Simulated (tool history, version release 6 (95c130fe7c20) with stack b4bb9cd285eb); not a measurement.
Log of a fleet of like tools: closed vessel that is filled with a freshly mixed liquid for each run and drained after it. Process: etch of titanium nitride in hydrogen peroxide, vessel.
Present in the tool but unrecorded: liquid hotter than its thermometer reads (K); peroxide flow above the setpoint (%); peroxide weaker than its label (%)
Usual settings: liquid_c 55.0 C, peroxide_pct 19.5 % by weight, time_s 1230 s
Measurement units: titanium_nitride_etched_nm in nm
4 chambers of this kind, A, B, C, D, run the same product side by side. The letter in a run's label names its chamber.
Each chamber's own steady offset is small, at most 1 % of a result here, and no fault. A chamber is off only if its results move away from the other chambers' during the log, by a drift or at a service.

run   hour  liquid_c  peroxide_pct  time_s  hours since the thermometer was replaced  hours since the peroxide flow meter was replaced  hours since the drum of peroxide was connected  read-back film thickness of the titanium nitride reference wafer, read on the same gauge (nm)  titanium_nitride_etched_nm
 1C    5.2      55.0          19.5    1230                                     568.1                                            2196.9                                           538.8                                                                                         50.019                      52.240
 2A   11.3      55.0          19.5    1230                                    1246.4                                             213.2                                           421.4                                                                                         50.004                      52.038
 3D   16.3      55.0          19.5    1230                                    1509.1                                             375.5                                           309.2                                                                                         49.966                      52.678
 4B   21.0      55.0          19.5    1230                                     770.2                                             374.8                                           568.5                                                                                         49.948                      51.774
 5D   25.7      55.0          19.5    1230                                    1518.5                                             384.9                                           318.6                                                                                         50.024                      52.663
 6C   32.0      55.0          19.5    1230                                     594.9                                            2223.7                                           565.6                                                                                         50.015                      52.244
 7B   38.0      55.0          19.5    1230                                     787.2                                             391.8                                           585.5                                                                                         50.002                      51.729
 8A   42.3      55.0          19.5    1230                                    1277.4                                             244.2                                           452.4                                                                                         50.037                      52.078
 9B   46.2      55.0          19.5    1230                                     795.4                                             400.0                                           593.7                                                                                         50.022                      52.108
10C   52.5      63.5          19.5    1230                                     615.4                                            2244.2                                           586.1                                                                                         50.005                      92.682
      52.6  -- chamber D: new drum of peroxide connected
11A   59.8      63.5          19.5    1230                                    1294.9                                             261.7                                           469.9                                                                                         49.982                      93.620
12D   65.5      63.5          19.5    1230                                    1558.3                                             424.7                                            12.9                                                                                         50.017                      93.190
13A   72.0      63.5          19.5    1230                                    1307.1                                             273.9                                           482.1                                                                                         50.009                      92.671
14B   77.0      55.0          19.5    1230                                     826.2                                             430.8                                           624.5                                                                                         49.984                      52.120
15C   84.3      55.0          19.5    1230                                     647.2                                            2276.0                                           617.9                                                                                         50.026                      52.301
16D   88.1      55.0          19.5    1230                                    1580.9                                             447.3                                            35.5                                                                                         50.015                      52.493
      89.4  -- chamber C: peroxide flow meter replaced
17B   93.9      55.0          19.5    1230                                     843.1                                             447.7                                           641.4                                                                                         49.996                      52.144
18A   98.4      55.0          19.5    1230                                    1333.5                                             300.3                                           508.5                                                                                         50.009                      51.947
19C  103.9      55.0          17.5    1635                                     666.8                                              14.5                                           637.5                                                                                         49.994                      67.886
20D  107.7      55.0          17.5    1635                                    1600.5                                             466.9                                            55.1                                                                                         49.989                      67.900
21B  112.9      55.0          17.5    1635                                     862.1                                             466.7                                           660.4                                                                                         49.982                      67.417
22D  119.5      55.0          17.5    1635                                    1612.3                                             478.7                                            66.9                                                                                         50.003                      68.551
23A  124.1      55.0          19.5    1230                                    1359.2                                             326.0                                           534.2                                                                                         49.997                      51.917
24C  129.8      55.0          19.5    1230                                     692.7                                              40.4                                           663.4                                                                                         49.975                      51.878
25A  133.7      55.0          19.5    1230                                    1368.8                                             335.6                                           543.8                                                                                         50.036                      52.150
26D  141.0      55.0          19.5    1230                                    1633.8                                             500.2                                            88.4                                                                                         50.028                      52.474
27B  144.9      55.0          19.5    1230                                     894.1                                             498.7                                           692.4                                                                                         50.018                      51.680
28C  149.0      50.0          19.5    1230                                     711.9                                              59.6                                           682.6                                                                                         50.007                      36.801
29B  154.3      50.0          19.5    1230                                     903.5                                             508.1                                           701.8                                                                                         50.023                      36.153
30D  160.3      50.0          19.5    1230                                    1653.1                                             519.5                                           107.7                                                                                         49.986                      37.240
31C  164.6      50.0          19.5    1230                                     727.5                                              75.2                                           698.2                                                                                         49.962                      36.987
32A  171.4      55.0          19.5    1230                                    1406.5                                             373.3                                           581.5                                                                                         50.044                      52.312
33C  175.6      55.0          19.5    1230                                     738.5                                              86.2                                           709.2                                                                                         49.993                      52.185
34D  181.8      55.0          19.5    1230                                    1674.6                                             541.0                                           129.2                                                                                         50.008                      52.956
35B  185.8      55.0          19.5    1230                                     935.0                                             539.6                                           733.3                                                                                         49.973                      52.137
36A  191.6      55.0          19.5    1230                                    1426.7                                             393.5                                           601.7                                                                                         49.966                      52.091
37A  196.3      55.0          19.5    1230                                    1431.4                                             398.2                                           606.4                                                                                         49.967                      51.941
38B  202.6      50.0          19.5     985                                     951.8                                             556.4                                           750.1                                                                                         49.993                      28.906
39D  208.2      50.0          19.5     985                                    1701.0                                             567.4                                           155.6                                                                                         49.995                      29.834
40C  212.9      50.0          19.5     985                                     775.8                                             123.5                                           746.5                                                                                         50.013                      29.599

For the next run the whole fleet of 4 chambers uses the same settings. Give each chamber's results:
41A  218.5      55.0          19.5     585                                                                                                                                                                                                                                                                      ?
41B  218.5      55.0          19.5     585                                                                                                                                                                                                                                                                      ?
41C  218.5      55.0          19.5     585                                                                                                                                                                                                                                                                      ?
41D  218.5      55.0          19.5     585                                                                                                                                                                                                                                                                      ?

run  titanium_nitride_etched_nm
41A                      24.731
41B                      24.616
41C                      24.826
41D                      25.160
